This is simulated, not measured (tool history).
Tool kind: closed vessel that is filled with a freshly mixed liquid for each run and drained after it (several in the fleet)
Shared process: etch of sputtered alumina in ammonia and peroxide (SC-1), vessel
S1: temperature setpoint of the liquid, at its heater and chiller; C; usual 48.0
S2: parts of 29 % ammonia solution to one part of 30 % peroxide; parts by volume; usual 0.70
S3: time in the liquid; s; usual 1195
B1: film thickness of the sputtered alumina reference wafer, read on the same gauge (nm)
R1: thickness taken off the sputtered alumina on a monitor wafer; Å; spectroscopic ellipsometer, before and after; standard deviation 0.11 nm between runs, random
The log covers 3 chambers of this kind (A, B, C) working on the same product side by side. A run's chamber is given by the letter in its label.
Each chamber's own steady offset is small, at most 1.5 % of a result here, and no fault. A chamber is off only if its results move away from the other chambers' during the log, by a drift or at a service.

run,day,S1,S2,S3,B1,R1
1B,0.579,48.0,0.70,1195,40.012,320.64
2C,1.117,48.0,0.70,1195,39.988,317.10
3A,1.621,48.0,0.70,1195,39.985,319.44
4C,2.258,48.0,0.70,1195,40.020,317.00
5A,2.646,48.0,0.70,1195,40.002,315.80
6B,3.254,48.0,0.70,795,39.992,214.88
7A,3.583,48.0,0.70,795,40.049,211.43
8C,3.962,48.0,0.70,795,40.006,210.51
# day 4.038: chamber C: thermometer replaced
9B,4.442,48.0,0.70,1195,40.024,322.79
10A,4.946,48.0,0.70,1195,40.007,318.75
11B,5.312,48.0,0.70,1195,39.954,321.23
12C,5.925,48.0,0.70,1195,40.012,315.47
13B,6.383,48.0,0.70,1195,40.013,319.78
# day 6.608: chamber A: new drum of ammonia solution connected
14C,7.038,48.0,0.70,1195,39.991,318.09
15A,7.567,48.0,0.70,1195,39.963,318.70
16C,8.229,48.0,0.70,1195,40.002,316.44
17B,8.612,48.0,0.70,1195,40.037,316.76
18A,9.017,48.0,0.70,1195,39.995,317.98
19A,9.667,48.0,0.70,1195,40.000,318.92
20C,10.262,48.0,0.70,1195,39.995,316.51
21B,10.821,48.0,0.70,1195,39.995,316.10
22B,11.117,48.0,0.70,1195,39.972,315.42
23C,11.475,48.0,0.70,1195,39.995,315.52
24A,12.004,48.0,0.70,1195,39.952,317.68
25B,12.317,54.5,0.70,1195,39.975,447.11
26A,12.867,54.5,0.70,1195,40.022,454.84
27C,13.479,54.5,0.70,1195,40.019,450.94
28C,13.775,48.0,0.70,1195,40.037,315.82
29B,14.158,48.0,0.70,1195,40.047,314.05
30A,14.662,48.0,1.00,1195,39.987,330.18
31B,15.271,48.0,1.00,1195,40.043,320.97
32A,15.671,48.0,1.00,1195,39.977,328.55
33C,16.150,48.0,0.70,1195,39.980,316.73
34A,16.725,48.0,0.70,1195,40.005,320.47
35B,17.379,48.0,0.85,1195,40.008,314.61
36C,17.808,48.0,0.85,1195,39.959,321.38
37C,18.200,48.0,0.85,1195,39.995,323.74
38A,18.667,48.0,0.70,1195,40.032,318.98

For the next run the whole fleet of 3 chambers uses the same settings. Give each chamber's results:
39A,19.142,48.0,0.70,1195,,?
39B,19.142,48.0,0.70,1195,,?
39C,19.142,48.0,0.70,1195,,?

run,R1
39A,315.64
39B,306.70
39C,318.13
